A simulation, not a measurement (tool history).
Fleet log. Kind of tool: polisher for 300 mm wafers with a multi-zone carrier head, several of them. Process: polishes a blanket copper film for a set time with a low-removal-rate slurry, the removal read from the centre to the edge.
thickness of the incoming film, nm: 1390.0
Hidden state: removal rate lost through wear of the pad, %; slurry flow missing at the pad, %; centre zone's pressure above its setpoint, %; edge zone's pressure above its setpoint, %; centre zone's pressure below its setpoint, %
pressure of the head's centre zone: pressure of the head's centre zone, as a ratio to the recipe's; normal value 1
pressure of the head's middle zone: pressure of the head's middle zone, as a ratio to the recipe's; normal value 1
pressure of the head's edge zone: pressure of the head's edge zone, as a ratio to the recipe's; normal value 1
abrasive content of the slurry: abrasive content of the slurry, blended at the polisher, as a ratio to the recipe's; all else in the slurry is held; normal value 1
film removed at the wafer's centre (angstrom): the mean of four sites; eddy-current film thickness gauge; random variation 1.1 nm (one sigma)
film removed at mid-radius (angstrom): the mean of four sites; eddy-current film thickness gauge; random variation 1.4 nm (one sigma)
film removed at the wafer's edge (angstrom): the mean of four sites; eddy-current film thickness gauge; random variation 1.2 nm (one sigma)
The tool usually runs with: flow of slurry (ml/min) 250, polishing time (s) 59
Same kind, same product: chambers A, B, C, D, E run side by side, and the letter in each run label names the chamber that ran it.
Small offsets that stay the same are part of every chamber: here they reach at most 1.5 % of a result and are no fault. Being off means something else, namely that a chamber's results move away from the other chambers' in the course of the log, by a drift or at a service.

| run | hour | flow of slurry (ml/min) | pressure of the head's centre zone | pressure of the head's middle zone | pressure of the head's edge zone | abrasive content of the slurry | polishing time (s) | wafers polished on this pad | hours since the slurry nozzle was cleaned | hours since the centre zone pressure was calibrated | hours since the edge zone pressure was calibrated | film removed at the wafer's centre (angstrom) | film removed at mid-radius (angstrom) | film removed at the wafer's edge (angstrom) |
|---|---|---|---|---|---|---|---|---|---|---|---|---|---|---|
|  | 1.9 | chamber B: worn pad replaced by a new one |
|  | 8.9 | chamber D: worn pad replaced by a new one |
|  | 14.6 | chamber E: worn pad replaced by a new one |
| 1B | 14.9 | 250 | 1 | 1 | 1 | 1 | 59 | 202 | 327.5 | 190.9 | 714.1 | 1131.7 | 1134.2 | 1108.6 |
| 2E | 30.5 | 250 | 1 | 1 | 1 | 1 | 59 | 247 | 866.3 | 562.5 | 356.7 | 1127.6 | 1102.3 | 1098.2 |
| 3C | 46.4 | 250 | 1 | 1 | 1 | 1 | 59 | 1400 | 471 | 173.1 | 364.3 | 1139.1 | 1145.7 | 1108.1 |
|  | 60.4 | chamber E: centre zone pressure recalibrated |
| 4A | 61.8 | 250 | 1 | 1 | 1 | 1 | 59 | 1245 | 140.8 | 720.9 | 633.6 | 1091.8 | 1097.8 | 1107.6 |
|  | 67.2 | chamber C: worn pad replaced by a new one |
| 5D | 70.1 | 250 | 1 | 1 | 1 | 1 | 59 | 951 | 230.9 | 336.8 | 141.3 | 1106.7 | 1114.2 | 1105.6 |
| 6E | 78.3 | 250 | 1 | 1 | 1 | 1 | 59 | 990 | 914.1 | 18 | 404.5 | 1131.2 | 1130.9 | 1088.8 |
|  | 86.2 | chamber A: worn pad replaced by a new one |
| 7D | 89.8 | 250 | 1 | 1 | 1 | 1 | 59 | 1257 | 250.6 | 356.5 | 161 | 1133.6 | 1162.7 | 1131.5 |
|  | 92 | chamber B: worn pad replaced by a new one |
| 8A | 104.1 | 250 | 1 | 1 | 1 | 1 | 59 | 278 | 183.1 | 763.2 | 675.9 | 1122.2 | 1113.6 | 1100.5 |
|  | 104.3 | chamber D: worn pad replaced by a new one |
|  | 106.3 | chamber B: edge zone pressure recalibrated |
|  | 115.1 | chamber E: worn pad replaced by a new one |
| 9C | 119 | 250 | 1 | 1 | 1 | 1 | 59 | 805 | 543.6 | 245.7 | 436.9 | 1134.4 | 1116 | 1135.7 |
| 10B | 132.6 | 250 | 1 | 1 | 1 | 1 | 59 | 632 | 445.2 | 308.6 | 26.3 | 1125 | 1139.3 | 1115.4 |
|  | 135.3 | chamber E: slurry nozzle cleaned |
| 11B | 144.5 | 250 | 1 | 1 | 1 | 1 | 59 | 817 | 457.1 | 320.5 | 38.2 | 1130.8 | 1151.7 | 1122.4 |
| 12E | 156 | 250 | 1 | 1 | 1 | 1 | 59 | 635 | 20.8 | 95.7 | 482.2 | 1131 | 1126.5 | 1093.7 |
|  | 159.7 | chamber D: slurry nozzle cleaned |
| 13C | 165.9 | 250 | 1 | 1 | 1 | 1 | 59 | 1534 | 590.5 | 292.6 | 483.8 | 1131.3 | 1110.8 | 1115.9 |
| 14A | 174.1 | 250 | 1 | 1 | 1 | 1 | 59 | 1366 | 253.1 | 833.2 | 745.9 | 1102.7 | 1102.9 | 1119.9 |
|  | 181.6 | chamber C: worn pad replaced by a new one |
|  | 183.2 | chamber B: worn pad replaced by a new one |
|  | 185.4 | chamber A: worn pad replaced by a new one |
| 15D | 188.9 | 250 | 1 | 1 | 1 | 1 | 59 | 1315 | 29.2 | 455.6 | 260.1 | 1102.7 | 1121.6 | 1137.7 |
| 16B | 198.2 | 250 | 1 | 1 | 1 | 1 | 59 | 233 | 510.8 | 374.2 | 91.9 | 1151.7 | 1142.8 | 1113.2 |
|  | 206.4 | chamber D: worn pad replaced by a new one |
| 17D | 212 | 250 | 1 | 1 | 1 | 1 | 59 | 88 | 52.3 | 478.7 | 283.2 | 1101.8 | 1109.7 | 1115.1 |
| 18C | 220 | 250 | 1 | 1 | 1 | 1 | 59 | 597 | 644.6 | 346.7 | 537.9 | 1125 | 1139.6 | 1116.6 |
|  | 225 | chamber E: worn pad replaced by a new one |
| 19E | 229.1 | 250 | 1 | 1 | 1 | 1 | 59 | 64 | 93.9 | 168.8 | 555.3 | 1134.3 | 1121 | 1107.3 |
| 20A | 244 | 250 | 1 | 1.06 | 1.07 | 1 | 59 | 911 | 323 | 903.1 | 815.8 | 1106.6 | 1188.7 | 1162 |
| 21D | 255.8 | 250 | 1 | 1.06 | 1.07 | 1 | 59 | 768 | 96.1 | 522.5 | 327 | 1108.3 | 1179.5 | 1162.5 |
|  | 261.7 | chamber A: slurry nozzle cleaned |
| 22A | 265.9 | 250 | 1 | 1.06 | 1.07 | 1 | 59 | 1251 | 4.3 | 925 | 837.7 | 1095.9 | 1143.3 | 1169.2 |
|  | 268.8 | chamber C: worn pad replaced by a new one |
|  | 271.2 | chamber A: worn pad replaced by a new one |
|  | 272.1 | chamber C: slurry nozzle cleaned |
|  | 277.3 | chamber B: worn pad replaced by a new one |
| 23C | 280.8 | 250 | 1 | 1.06 | 1.07 | 1 | 59 | 187 | 8.8 | 407.5 | 598.7 | 1135 | 1194.8 | 1170.3 |
|  | 287.4 | chamber A: edge zone pressure recalibrated |
| 24E | 288.9 | 250 | 1 | 1.06 | 1.07 | 1 | 59 | 993 | 153.7 | 228.6 | 615.1 | 1144.2 | 1191 | 1166.5 |
|  | 295.5 | chamber D: worn pad replaced by a new one |
| 25B | 303.8 | 250 | 0.93 | 1 | 1 | 1 | 59 | 412 | 616.4 | 479.8 | 197.5 | 1079.5 | 1134 | 1112.2 |
| 26E | 314.3 | 250 | 0.93 | 1 | 1 | 1 | 59 | 1388 | 179.1 | 254 | 640.5 | 1040.5 | 1149.7 | 1103.8 |
|  | 321.2 | chamber E: worn pad replaced by a new one |
|  | 323.2 | chamber A: centre zone pressure recalibrated |
| 27B | 326.7 | 250 | 0.93 | 1 | 1 | 1 | 59 | 767 | 639.3 | 502.7 | 220.4 | 1093.8 | 1102.2 | 1131.3 |
| 28D | 338.1 | 250 | 0.93 | 1 | 1 | 1 | 59 | 662 | 178.4 | 604.8 | 409.3 | 1041.6 | 1090.6 | 1114.5 |
| 29A | 351.2 | 250 | 0.93 | 1 | 1 | 1 | 59 | 1244 | 89.6 | 28 | 63.8 | 1026.2 | 1105.9 | 1094.2 |
|  | 358.8 | chamber C: worn pad replaced by a new one |
| 30C | 366.8 | 250 | 1 | 1 | 1 | 1 | 59 | 125 | 94.8 | 493.5 | 684.7 | 1144.7 | 1123.7 | 1129.9 |
|  | 369.1 | chamber B: slurry nozzle cleaned |
|  | 377.1 | chamber A: worn pad replaced by a new one |
| 31B | 378.8 | 250 | 1 | 1 | 1 | 1 | 59 | 1577 | 9.8 | 554.8 | 272.5 | 1192.8 | 1124.9 | 1127 |
|  | 380 | chamber B: worn pad replaced by a new one |
|  | 386.7 | chamber D: worn pad replaced by a new one |
| 32C | 394.8 | 250 | 1 | 1 | 1 | 1 | 59 | 560 | 122.8 | 521.5 | 712.7 | 1151 | 1136.9 | 1147 |
| 33A | 402.5 | 250 | 1 | 1.1 | 1 | 1 | 59 | 395 | 140.9 | 79.3 | 115.1 | 1110.6 | 1227.8 | 1100.3 |
|  | 411.9 | chamber E: worn pad replaced by a new one |
| 34E | 417.4 | 250 | 1 | 1.1 | 1 | 1 | 59 | 85 | 282.2 | 357.1 | 743.6 | 1132.9 | 1235.6 | 1120.1 |
|  | 429 | chamber D: slurry nozzle cleaned |
| 35D | 433.3 | 250 | 1 | 1.1 | 1 | 1 | 59 | 724 | 4.4 | 700 | 504.5 | 1116.5 | 1197.6 | 1129.6 |
| 36A | 445.4 | 250 | 1 | 1.1 | 1 | 1 | 59 | 1062 | 183.8 | 122.2 | 158 | 1103.7 | 1189 | 1121.3 |
|  | 451.5 | chamber C: worn pad replaced by a new one |
| 37D | 460.2 | 250 | 1 | 1.1 | 1 | 1 | 59 | 1142 | 31.3 | 726.9 | 531.4 | 1116.5 | 1253.3 | 1100.2 |
| 38B | 473.3 | 250 | 1 | 1.04 | 1 | 1 | 78 | 1450 | 104.3 | 649.3 | 367 | 1592.2 | 1545.9 | 1511.4 |
| 39C | 489.4 | 250 | 1 | 1.04 | 1 | 1 | 78 | 589 | 217.4 | 616.1 | 807.3 | 1513.1 | 1559 | 1489.4 |
| 40E | 501.4 | 250 | 1 | 1.04 | 1 | 1 | 78 | 1390 | 366.2 | 441.1 | 827.6 | 1485.8 | 1553.9 | 1453.4 |

Decide between three cases: one chamber stands off from its peers, the gauge reading all wafers drifts, or nothing is wrong past each chamber's small offset. Where a chamber is off, say which and what most likely put it there.

It is chamber B that slowly wanders off from its peers.
Cause: centre zone's pressure above its setpoint, % = 7.43.

Here are 4 candidates for chamber B's next run, each the usual settings with a change, their results left as question marks. Which one brings its results back in line with what the others give on the usual settings?
Counts as in line when no further than this from what the other chambers average on the usual settings: film removed at the wafer's centre (angstrom) 40; film removed at mid-radius (angstrom) 51; film removed at the wafer's edge (angstrom) 40
| 41B-1 | 513.2 | 260 | 1.12 | 0.97 | 0.96 | 1 | 60 |  |  |  |  | ? | ? | ? |
| 41B-2 | 513.2 | 255 | 1.07 | 0.98 | 0.98 | 1 | 60 |  |  |  |  | ? | ? | ? |
| 41B-3 | 513.2 | 240 | 0.88 | 1.03 | 1.04 | 1 | 58 |  |  |  |  | ? | ? | ? |
| 41B-4 | 513.2 | 245 | 0.93 | 1.02 | 1.02 | 1 | 58 |  |  |  |  | ? | ? | ? |

The other chambers' mean on the usual settings: film removed at the wafer's centre (angstrom) 1113.3; film removed at mid-radius (angstrom) 1123.8; film removed at the wafer's edge (angstrom) 1115.3
| run | film removed at the wafer's centre (angstrom) | film removed at mid-radius (angstrom) | film removed at the wafer's edge (angstrom) |
|---|---|---|---|
| 41B-1 | 1406.9 | 1104.7 | 1117.2 |
| 41B-2 | 1335.6 | 1112.9 | 1127.3 |
| 41B-3 | 1033.9 | 1119.2 | 1117.8 |
| 41B-4 | 1102 | 1111.6 | 1108.4 |
The right change is 41B-4: it brings the chamber back within the allowed miss of the others.
